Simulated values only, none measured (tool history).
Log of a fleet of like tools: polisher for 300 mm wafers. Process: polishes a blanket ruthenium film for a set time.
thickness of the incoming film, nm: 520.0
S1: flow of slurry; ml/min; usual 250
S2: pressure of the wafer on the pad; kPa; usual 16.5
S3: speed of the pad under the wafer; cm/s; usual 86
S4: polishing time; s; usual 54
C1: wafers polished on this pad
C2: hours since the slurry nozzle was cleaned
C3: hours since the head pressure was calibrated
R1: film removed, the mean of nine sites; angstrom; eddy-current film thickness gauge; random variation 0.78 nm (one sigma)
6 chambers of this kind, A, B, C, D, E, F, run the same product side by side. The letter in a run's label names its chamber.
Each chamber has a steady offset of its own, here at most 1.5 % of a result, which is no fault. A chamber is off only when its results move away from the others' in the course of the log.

| run | hour | S1 | S2 | S3 | S4 | C1 | C2 | C3 | R1 |
|---|---|---|---|---|---|---|---|---|---|
|  | 7.6 | chamber B: worn pad replaced by a new one |
| 1A | 8.9 | 250 | 16.5 | 86 | 54 | 158 | 423.6 | 574.6 | 653.02 |
|  | 17.1 | chamber C: worn pad replaced by a new one |
| 2D | 17.9 | 250 | 16.5 | 86 | 54 | 391 | 224.3 | 276.8 | 645.56 |
| 3E | 31.1 | 250 | 16.5 | 86 | 54 | 462 | 95.7 | 199.1 | 651.8 |
|  | 31.4 | chamber D: slurry nozzle cleaned |
| 4F | 44.4 | 250 | 16.5 | 86 | 54 | 945 | 549.1 | 600 | 637.94 |
|  | 57.3 | chamber D: worn pad replaced by a new one |
| 5C | 57.9 | 250 | 16.5 | 86 | 54 | 441 | 354.9 | 400 | 668.42 |
|  | 59.4 | chamber E: worn pad replaced by a new one |
| 6B | 71.3 | 250 | 16.5 | 86 | 54 | 689 | 202.7 | 540.4 | 636.83 |
|  | 72.7 | chamber A: worn pad replaced by a new one |
| 7A | 82.2 | 250 | 16.5 | 86 | 54 | 103 | 496.9 | 647.9 | 647.16 |
|  | 88.8 | chamber B: slurry nozzle cleaned |
| 8D | 90.8 | 310 | 16.5 | 86 | 54 | 362 | 59.5 | 349.7 | 674.89 |
|  | 99.3 | chamber C: head pressure recalibrated |
| 9C | 100.4 | 310 | 16.5 | 86 | 54 | 901 | 397.4 | 1.2 | 678.79 |
| 10F | 108.3 | 310 | 16.5 | 86 | 54 | 1636 | 613 | 663.9 | 649.78 |
|  | 111 | chamber C: worn pad replaced by a new one |
| 11E | 121.1 | 310 | 16.5 | 86 | 54 | 667 | 185.7 | 289.1 | 657.73 |
|  | 121.7 | chamber B: worn pad replaced by a new one |
|  | 122.5 | chamber D: worn pad replaced by a new one |
|  | 123.3 | chamber C: slurry nozzle cleaned |
| 12B | 131.1 | 310 | 16.5 | 86 | 54 | 102 | 42.4 | 600.2 | 652.67 |
|  | 139.2 | chamber E: worn pad replaced by a new one |
| 13A | 143.8 | 310 | 16.5 | 86 | 54 | 768 | 558.5 | 709.5 | 659.49 |
|  | 151.8 | chamber A: worn pad replaced by a new one |
| 14B | 156.8 | 250 | 16.5 | 86 | 54 | 380 | 68.1 | 625.9 | 640.75 |
| 15E | 164 | 250 | 16.5 | 86 | 54 | 267 | 228.6 | 332 | 651.88 |
| 16F | 172.3 | 250 | 16.5 | 86 | 54 | 2327 | 677 | 727.9 | 628.14 |
| 17C | 180.5 | 250 | 16.5 | 86 | 54 | 751 | 57.2 | 81.3 | 661.61 |
|  | 184.3 | chamber C: worn pad replaced by a new one |
|  | 188.8 | chamber D: worn pad replaced by a new one |
| 18D | 189.6 | 250 | 16.5 | 86 | 54 | 9 | 158.3 | 448.5 | 639.24 |
|  | 196.2 | chamber A: head pressure recalibrated |
| 19D | 198 | 250 | 16.5 | 86 | 54 | 99 | 166.7 | 456.9 | 643.02 |
| 20B | 205.6 | 250 | 16.5 | 86 | 54 | 907 | 116.9 | 674.7 | 652.03 |
|  | 213 | chamber E: worn pad replaced by a new one |
| 21C | 217.8 | 250 | 20.7 | 112 | 54 | 362 | 94.5 | 118.6 | 1061.6 |
|  | 228 | chamber A: worn pad replaced by a new one |
| 22E | 229.7 | 250 | 20.7 | 112 | 54 | 181 | 294.3 | 397.7 | 1043.3 |
| 23A | 242.5 | 250 | 20.7 | 112 | 54 | 157 | 657.2 | 46.4 | 1045.4 |
|  | 242.6 | chamber B: worn pad replaced by a new one |
| 24F | 252.4 | 250 | 20.7 | 112 | 54 | 3193 | 757.1 | 808 | 1008.3 |
| 25A | 261.5 | 250 | 20.7 | 112 | 54 | 362 | 676.2 | 65.4 | 1050.6 |
|  | 262.2 | chamber F: slurry nozzle cleaned |
|  | 263.8 | chamber C: worn pad replaced by a new one |
|  | 272.3 | chamber D: worn pad replaced by a new one |
| 26B | 273.4 | 250 | 20.7 | 112 | 54 | 333 | 184.7 | 742.5 | 1016.8 |
| 27D | 279.6 | 250 | 16.5 | 86 | 54 | 79 | 248.3 | 538.5 | 648.11 |
|  | 279.7 | chamber B: head pressure recalibrated |
|  | 282.8 | chamber A: slurry nozzle cleaned |
| 28C | 288.3 | 250 | 16.5 | 86 | 54 | 264 | 165 | 189.1 | 650.8 |
|  | 293.7 | chamber E: worn pad replaced by a new one |
| 29F | 297.2 | 250 | 16.5 | 86 | 54 | 3677 | 35.1 | 852.8 | 607.31 |
|  | 300.9 | chamber A: worn pad replaced by a new one |
|  | 304.3 | chamber D: slurry nozzle cleaned |
|  | 306.2 | chamber B: slurry nozzle cleaned |
| 30E | 309.9 | 250 | 16.5 | 86 | 54 | 175 | 374.5 | 477.9 | 641.9 |
| 31B | 320.9 | 250 | 16.5 | 86 | 54 | 846 | 14.8 | 41.2 | 634.21 |
| 32C | 332.3 | 250 | 16.5 | 86 | 54 | 740 | 209 | 233.1 | 644.93 |
|  | 339.3 | chamber D: worn pad replaced by a new one |
| 33E | 339.6 | 250 | 16.5 | 86 | 54 | 496 | 404.2 | 507.6 | 641.18 |
| 34A | 347.7 | 250 | 16.5 | 86 | 54 | 506 | 65 | 151.6 | 654.18 |
| 35F | 359.6 | 250 | 16.5 | 86 | 54 | 4351 | 97.5 | 915.2 | 589.07 |
| 36D | 369 | 250 | 16.5 | 86 | 54 | 321 | 64.8 | 627.9 | 641.06 |
| 37A | 378 | 250 | 16.5 | 86 | 54 | 833 | 95.3 | 181.9 | 649.26 |

All 6 chambers run these settings next. Forecast each chamber's results:
| 38A | 387.7 | 250 | 16.5 | 86 | 54 |  |  |  | ? |
| 38B | 387.7 | 250 | 16.5 | 86 | 54 |  |  |  | ? |
| 38C | 387.7 | 250 | 16.5 | 86 | 54 |  |  |  | ? |
| 38D | 387.7 | 250 | 16.5 | 86 | 54 |  |  |  | ? |
| 38E | 387.7 | 250 | 16.5 | 86 | 54 |  |  |  | ? |
| 38F | 387.7 | 250 | 16.5 | 86 | 54 |  |  |  | ? |

| run | R1 |
|---|---|
| 38A | 656.63 |
| 38B | 642.22 |
| 38C | 652.8 |
| 38D | 662.24 |
| 38E | 651.68 |
| 38F | 563.73 |
